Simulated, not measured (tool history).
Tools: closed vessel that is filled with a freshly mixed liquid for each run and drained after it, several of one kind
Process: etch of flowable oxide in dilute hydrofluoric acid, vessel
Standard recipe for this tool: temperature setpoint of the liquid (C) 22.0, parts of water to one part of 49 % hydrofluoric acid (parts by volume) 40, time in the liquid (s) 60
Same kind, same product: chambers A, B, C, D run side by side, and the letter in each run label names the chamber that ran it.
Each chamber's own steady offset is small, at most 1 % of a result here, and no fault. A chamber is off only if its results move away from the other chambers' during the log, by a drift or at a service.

run,hour,temperature setpoint of the liquid (C),parts of water to one part of 49 % hydrofluoric acid (parts by volume),time in the liquid (s),hours since the thermometer was replaced,hours since the hydrofluoric acid flow meter was replaced,"read-back film thickness of the flowable oxide reference wafer, read on the same gauge (nm)",thickness taken off the flowable oxide on a monitor wafer (Å)
1A,7.6,22.0,40,60,258.5,784.3,110.00,728.78
2D,16.3,22.0,40,60,1215.1,488.8,109.96,695.52
3B,22.8,22.0,40,60,888.3,262.0,109.99,713.67
4C,30.4,22.0,40,60,493.5,319.0,110.00,719.01
5C,37.6,22.0,40,60,500.7,326.2,110.01,717.34
6B,45.5,22.0,40,60,911.0,284.7,110.00,709.54
7D,52.7,22.0,25,60,1251.5,525.2,109.98,1148.00
8A,60.0,22.0,25,60,310.9,836.7,109.99,1188.80
9B,67.9,22.0,25,60,933.4,307.1,110.00,1166.20
10A,76.1,22.0,25,60,327.0,852.8,110.01,1172.20
11D,81.1,22.0,40,60,1279.9,553.6,110.02,706.93
12C,86.7,22.0,40,60,549.8,375.3,109.99,714.45
13D,93.0,22.0,40,60,1291.8,565.5,109.98,714.48
14A,101.5,22.0,40,60,352.4,878.2,110.03,713.25
15B,108.4,18.0,30,60,973.9,347.6,110.02,828.75
16C,113.1,18.0,30,60,576.2,401.7,109.99,824.67
17B,121.9,18.0,30,60,987.4,361.1,110.01,824.40
18D,126.6,18.0,30,60,1325.4,599.1,109.99,815.07
19A,132.7,22.0,40,60,383.6,909.4,109.98,732.80
20C,139.1,22.0,40,60,602.2,427.7,109.99,709.08
21A,146.1,22.0,40,60,397.0,922.8,110.01,721.68
22B,153.7,19.5,40,60,1019.2,392.9,110.00,647.56
23D,159.3,19.5,40,60,1358.1,631.8,109.99,642.78
24C,166.0,19.5,40,60,629.1,454.6,110.05,648.45
25C,172.0,19.5,40,60,635.1,460.6,110.00,645.84
26A,177.0,22.0,40,60,427.9,953.7,110.01,711.70
27D,184.7,22.0,40,60,1383.5,657.2,109.99,716.29
28B,189.9,22.0,40,60,1055.4,429.1,109.99,715.52
29A,196.7,22.0,40,60,447.6,973.4,109.97,712.42
30D,204.0,22.0,40,75,1402.8,676.5,109.99,892.96
31B,209.8,22.0,40,75,1075.3,449.0,109.98,880.39
32C,216.1,22.0,40,75,679.2,504.7,109.99,896.27
33B,222.1,22.0,40,75,1087.6,461.3,110.00,902.67
34C,227.1,22.0,40,60,690.2,515.7,110.01,711.93
35D,235.5,22.0,40,60,1434.3,708.0,110.00,717.18
36A,244.2,22.0,40,60,495.1,1020.9,109.96,729.26
37C,249.8,22.0,60,40,712.9,538.4,110.02,314.84
38B,257.0,22.0,60,40,1122.5,496.2,109.96,314.20
39A,261.9,22.0,60,40,512.8,1038.6,110.01,313.98
40D,267.8,22.0,60,40,1466.6,740.3,110.03,305.88
41A,276.1,22.0,40,60,527.0,1052.8,109.98,725.97
42C,283.3,22.0,40,60,746.4,571.9,109.99,719.79
43D,290.3,22.0,40,60,1489.1,762.8,110.03,703.78

Does one chamber stand apart from the rest, does the shared gauge drift, or is all well apart from small per-chamber offsets? Give the chamber and the most likely cause, where there is one.

Neither any chamber nor the gauge drifts; the chambers differ only by their own small, steady offsets.
